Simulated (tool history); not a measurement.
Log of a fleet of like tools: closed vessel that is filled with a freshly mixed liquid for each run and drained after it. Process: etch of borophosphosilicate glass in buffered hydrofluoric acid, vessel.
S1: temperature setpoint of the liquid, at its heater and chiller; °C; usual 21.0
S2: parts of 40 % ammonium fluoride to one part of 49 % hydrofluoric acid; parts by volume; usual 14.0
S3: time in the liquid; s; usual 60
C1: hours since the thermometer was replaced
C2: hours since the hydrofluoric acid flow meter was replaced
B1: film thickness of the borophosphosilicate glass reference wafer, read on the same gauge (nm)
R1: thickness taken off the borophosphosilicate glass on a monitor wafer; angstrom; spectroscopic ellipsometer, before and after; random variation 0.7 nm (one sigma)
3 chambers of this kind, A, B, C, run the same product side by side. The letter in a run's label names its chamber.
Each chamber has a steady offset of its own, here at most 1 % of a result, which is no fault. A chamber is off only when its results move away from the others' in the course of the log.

run	hour	S1	S2	S3	C1	C2	B1	R1
1A	11.5	21.0	14.0	60	221.0	209.8	129.99	934.46
2C	26.8	21.0	14.0	60	2208.9	579.3	130.02	943.23
3B	41.8	21.0	14.0	60	1453.5	252.8	130.03	918.62
4A	51.5	21.0	14.0	60	261.0	249.8	130.00	934.87
5B	61.2	21.0	14.0	60	1472.9	272.2	130.02	931.20
6C	70.3	21.0	14.0	60	2252.4	622.8	129.97	922.07
7A	79.0	21.0	14.0	60	288.5	277.3	130.00	915.77
8C	90.1	21.0	14.0	60	2272.2	642.6	129.97	923.47
9B	105.2	21.0	14.0	60	1516.9	316.2	130.02	916.83
10B	112.2	21.0	14.0	60	1523.9	323.2	130.00	924.36
11A	127.4	21.0	14.0	60	336.9	325.7	129.99	919.05
12C	138.1	21.0	14.0	60	2320.2	690.6	129.99	904.50
13C	152.9	21.0	14.0	60	2335.0	705.4	129.99	913.75
14B	165.4	25.5	16.5	60	1577.1	376.4	130.02	996.87
# hour 169.3: chamber C: thermometer replaced
15A	180.2	25.5	16.5	60	389.7	378.5	129.99	999.37
16B	194.0	25.5	16.5	60	1605.7	405.0	129.99	1003.40
17A	207.6	21.0	14.0	60	417.1	405.9	130.00	914.45
# hour 213.4: chamber B: hydrofluoric acid flow meter replaced
18C	222.2	21.0	14.0	60	52.9	774.7	130.03	880.00
19C	231.6	21.0	14.0	60	62.3	784.1	129.99	874.26
20A	247.3	21.0	14.0	60	456.8	445.6	129.99	936.63
21B	255.8	24.0	14.0	60	1667.5	42.5	130.03	1100.30
22B	264.9	24.0	14.0	60	1676.6	51.6	130.01	1091.60
23A	276.3	24.0	14.0	60	485.8	474.6	130.01	1084.60
24C	285.9	21.0	14.0	60	116.6	838.4	130.01	861.52

All 3 chambers run these settings next. Forecast each chamber's results:
25A	297.2	21.0	14.0	60				?
25B	297.2	21.0	14.0	60				?
25C	297.2	21.0	14.0	60				?

run	R1
25A	916.86
25B	925.91
25C	865.65
